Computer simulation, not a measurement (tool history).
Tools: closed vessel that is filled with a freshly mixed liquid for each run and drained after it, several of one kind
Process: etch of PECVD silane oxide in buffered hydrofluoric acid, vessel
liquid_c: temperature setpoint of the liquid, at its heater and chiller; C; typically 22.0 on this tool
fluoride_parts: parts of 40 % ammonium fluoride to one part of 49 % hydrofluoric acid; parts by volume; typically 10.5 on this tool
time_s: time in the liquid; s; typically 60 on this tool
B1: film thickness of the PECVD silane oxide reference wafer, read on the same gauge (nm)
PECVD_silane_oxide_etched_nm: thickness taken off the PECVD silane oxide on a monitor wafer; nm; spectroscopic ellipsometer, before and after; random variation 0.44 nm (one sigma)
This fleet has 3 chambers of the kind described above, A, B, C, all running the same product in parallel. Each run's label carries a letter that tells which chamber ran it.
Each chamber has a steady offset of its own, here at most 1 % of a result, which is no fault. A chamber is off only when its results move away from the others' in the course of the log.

Run 1A, hour 5.0: usual settings; B1 109.99. Result: PECVD_silane_oxide_etched_nm 79.665 nm.
Run 2C, hour 11.5: usual settings; B1 110.02. Result: PECVD_silane_oxide_etched_nm 79.950 nm.
Run 3B, hour 15.0: usual settings; B1 110.02. Result: PECVD_silane_oxide_etched_nm 80.904 nm.
Run 4C, hour 20.4: usual settings; B1 109.97. Result: PECVD_silane_oxide_etched_nm 80.221 nm.
Run 5B, hour 24.9: usual settings but fluoride_parts 7.0 parts by volume, time_s 40 s; B1 110.01. Result: PECVD_silane_oxide_etched_nm 79.366 nm.
Run 6A, hour 28.5: usual settings but fluoride_parts 7.0 parts by volume, time_s 40 s; B1 110.00. Result: PECVD_silane_oxide_etched_nm 79.020 nm.
Run 7B, hour 35.3: usual settings but fluoride_parts 7.0 parts by volume, time_s 40 s; B1 110.02. Result: PECVD_silane_oxide_etched_nm 79.774 nm.
Run 8C, hour 39.3: usual settings; B1 109.98. Result: PECVD_silane_oxide_etched_nm 79.933 nm.
At hour 44.0: chamber B: hydrofluoric acid flow meter replaced.
Run 9A, hour 44.8: usual settings; B1 109.97. Result: PECVD_silane_oxide_etched_nm 79.749 nm.
Run 10C, hour 49.6: usual settings but liquid_c 18.0 C; B1 109.98. Result: PECVD_silane_oxide_etched_nm 64.046 nm.
Run 11A, hour 54.7: usual settings but liquid_c 18.0 C; B1 110.03. Result: PECVD_silane_oxide_etched_nm 63.760 nm.
Run 12B, hour 61.2: usual settings but liquid_c 18.0 C; B1 110.01. Result: PECVD_silane_oxide_etched_nm 64.573 nm.
Run 13A, hour 65.3: usual settings; B1 110.01. Result: PECVD_silane_oxide_etched_nm 79.638 nm.
Run 14C, hour 70.1: usual settings but liquid_c 20.5 C; B1 109.99. Result: PECVD_silane_oxide_etched_nm 73.810 nm.
Run 15B, hour 73.4: usual settings but liquid_c 20.5 C; B1 109.96. Result: PECVD_silane_oxide_etched_nm 73.573 nm.
Run 16A, hour 79.5: usual settings but liquid_c 20.5 C; B1 110.01. Result: PECVD_silane_oxide_etched_nm 73.770 nm.
Run 17B, hour 86.2: usual settings; B1 110.02. Result: PECVD_silane_oxide_etched_nm 80.926 nm.
At hour 87.3: chamber A: hydrofluoric acid flow meter replaced.
Run 18C, hour 89.9: usual settings; B1 109.99. Result: PECVD_silane_oxide_etched_nm 80.400 nm.
Run 19B, hour 96.8: usual settings; B1 110.03. Result: PECVD_silane_oxide_etched_nm 80.569 nm.
Run 20A, hour 101.0: usual settings but liquid_c 26.5 C, time_s 70 s; B1 110.01. Result: PECVD_silane_oxide_etched_nm 120.050 nm.
Run 21C, hour 104.3: usual settings but liquid_c 26.5 C, time_s 70 s; B1 110.00. Result: PECVD_silane_oxide_etched_nm 118.640 nm.
Run 22A, hour 107.9: usual settings but liquid_c 26.5 C, time_s 70 s; B1 109.98. Result: PECVD_silane_oxide_etched_nm 120.740 nm.
Run 23C, hour 111.1: usual settings; B1 109.95. Result: PECVD_silane_oxide_etched_nm 79.787 nm.
Run 24B, hour 116.9: usual settings; B1 109.99. Result: PECVD_silane_oxide_etched_nm 80.298 nm.
Run 25B, hour 122.9: usual settings; B1 110.01. Result: PECVD_silane_oxide_etched_nm 79.837 nm.
Run 26C, hour 128.8: usual settings but liquid_c 27.0 C; B1 110.01. Result: PECVD_silane_oxide_etched_nm 105.270 nm.
Run 27A, hour 132.8: usual settings but liquid_c 27.0 C; B1 109.99. Result: PECVD_silane_oxide_etched_nm 105.470 nm.
Run 28A, hour 136.0: usual settings but liquid_c 27.0 C; B1 110.03. Result: PECVD_silane_oxide_etched_nm 105.810 nm.
Run 29B, hour 140.0: usual settings; B1 110.03. Result: PECVD_silane_oxide_etched_nm 81.126 nm.
Run 30C, hour 147.1: usual settings; B1 110.00. Result: PECVD_silane_oxide_etched_nm 80.082 nm.
Run 31A, hour 152.7: usual settings; B1 109.99. Result: PECVD_silane_oxide_etched_nm 79.619 nm.

Read the log: is a single chamber off, either drifting away or since a service, is the gauge that measures every chamber drifting, or is nothing wrong beyond small per-chamber offsets? Name any odd chamber and what most likely caused it.

All chambers stay in line apart from their small fixed offsets, and the gauge does not drift.
